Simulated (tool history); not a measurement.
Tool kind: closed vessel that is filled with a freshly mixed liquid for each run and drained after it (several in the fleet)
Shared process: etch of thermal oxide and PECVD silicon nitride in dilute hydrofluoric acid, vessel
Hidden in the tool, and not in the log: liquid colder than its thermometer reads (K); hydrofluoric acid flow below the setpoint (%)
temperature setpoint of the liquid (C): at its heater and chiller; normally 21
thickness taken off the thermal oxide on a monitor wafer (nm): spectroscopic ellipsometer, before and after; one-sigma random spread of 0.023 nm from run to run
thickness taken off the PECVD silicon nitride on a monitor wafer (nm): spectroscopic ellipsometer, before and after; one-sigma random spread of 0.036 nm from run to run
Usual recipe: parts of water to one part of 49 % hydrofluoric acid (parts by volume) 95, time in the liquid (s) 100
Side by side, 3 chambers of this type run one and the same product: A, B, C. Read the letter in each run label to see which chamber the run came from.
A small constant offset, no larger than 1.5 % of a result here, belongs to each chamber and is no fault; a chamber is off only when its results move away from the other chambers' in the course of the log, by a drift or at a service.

| run | hour | temperature setpoint of the liquid (C) | parts of water to one part of 49 % hydrofluoric acid (parts by volume) | time in the liquid (s) | hours since the thermometer was replaced | hours since the hydrofluoric acid flow meter was replaced | read-back film thickness of the thermal oxide reference wafer, read on the same gauge (nm) | read-back film thickness of the PECVD silicon nitride reference wafer, read on the same gauge (nm) | thickness taken off the thermal oxide on a monitor wafer (nm) | thickness taken off the PECVD silicon nitride on a monitor wafer (nm) |
|---|---|---|---|---|---|---|---|---|---|---|
| 1C | 10.4 | 21 | 95 | 100 | 1513.4 | 1510.2 | 89.989 | 39.999 | 4.3552 | 1.4401 |
| 2B | 17.2 | 21 | 95 | 100 | 620.7 | 117.4 | 90.016 | 39.975 | 4.3831 | 1.472 |
| 3A | 23.6 | 21 | 95 | 100 | 1129.5 | 1352.9 | 89.978 | 40.028 | 4.3763 | 1.4549 |
| 4A | 35.1 | 21 | 95 | 100 | 1141 | 1364.4 | 89.972 | 39.972 | 4.363 | 1.4469 |
| 5B | 48.2 | 23 | 115 | 100 | 651.7 | 148.4 | 90.022 | 39.976 | 3.8045 | 1.3753 |
| 6C | 55.7 | 23 | 115 | 100 | 1558.7 | 1555.5 | 89.967 | 39.987 | 3.7206 | 1.3199 |
| 7B | 64 | 23 | 115 | 100 | 667.5 | 164.2 | 90.007 | 39.996 | 3.8063 | 1.3921 |
| 8A | 75.6 | 21 | 95 | 100 | 1181.5 | 1404.9 | 89.96 | 40.011 | 4.3798 | 1.4506 |
| 9C | 82.8 | 21 | 95 | 100 | 1585.8 | 1582.6 | 90.02 | 40.038 | 4.3008 | 1.471 |
| 10B | 90.7 | 21 | 95 | 100 | 694.2 | 190.9 | 90.005 | 40.001 | 4.3753 | 1.4842 |
| 11A | 96.7 | 21 | 95 | 100 | 1202.6 | 1426 | 90.039 | 39.982 | 4.3527 | 1.4567 |
| 12C | 102.4 | 21 | 95 | 100 | 1605.4 | 1602.2 | 90.02 | 40.027 | 4.3614 | 1.5351 |
| 13B | 115.4 | 21 | 95 | 100 | 718.9 | 215.6 | 89.979 | 39.987 | 4.3792 | 1.4462 |
| 14A | 125.9 | 21 | 95 | 55 | 1231.8 | 1455.2 | 89.985 | 40.024 | 2.4167 | 0.82569 |
| 15C | 138.8 | 21 | 95 | 55 | 1641.8 | 1638.6 | 89.961 | 40.026 | 2.3545 | 0.83149 |
| 16A | 148.4 | 21 | 95 | 55 | 1254.3 | 1477.7 | 90.004 | 40.016 | 2.4246 | 0.79425 |
| 17C | 154.6 | 21 | 95 | 100 | 1657.6 | 1654.4 | 90.006 | 40.001 | 4.2961 | 1.4654 |
| 18B | 163.7 | 21 | 95 | 100 | 767.2 | 263.9 | 90.002 | 40.01 | 4.3749 | 1.4668 |
| 19A | 170.8 | 21 | 95 | 100 | 1276.7 | 1500.1 | 89.994 | 39.968 | 4.3682 | 1.4952 |
| 20C | 184 | 21 | 95 | 100 | 1687 | 1683.8 | 90.068 | 40.021 | 4.3041 | 1.3882 |
| 21B | 190.6 | 21 | 95 | 100 | 794.1 | 290.8 | 89.981 | 39.985 | 4.3494 | 1.4551 |
| 22B | 200.3 | 21 | 95 | 100 | 803.8 | 300.5 | 90.019 | 40.036 | 4.3609 | 1.4407 |
| 23A | 212 | 21 | 95 | 100 | 1317.9 | 1541.3 | 89.978 | 40.015 | 4.3658 | 1.4936 |
| 24C | 221.9 | 21 | 95 | 100 | 1724.9 | 1721.7 | 89.983 | 40.002 | 4.3143 | 1.4899 |
| 25C | 230.3 | 21 | 95 | 100 | 1733.3 | 1730.1 | 90.013 | 39.985 | 4.3071 | 1.4786 |
| 26B | 241.7 | 21 | 95 | 100 | 845.2 | 341.9 | 90.021 | 40.009 | 4.3753 | 1.5431 |
| 27A | 249.2 | 21 | 95 | 100 | 1355.1 | 1578.5 | 90.03 | 39.994 | 4.3624 | 1.46 |

Does one chamber stand apart from the rest, does the shared gauge drift, or is all well apart from small per-chamber offsets? Give the chamber and the most likely cause, where there is one.

The fleet is healthy, with each chamber sitting at its usual small offset and no drift in the gauge.
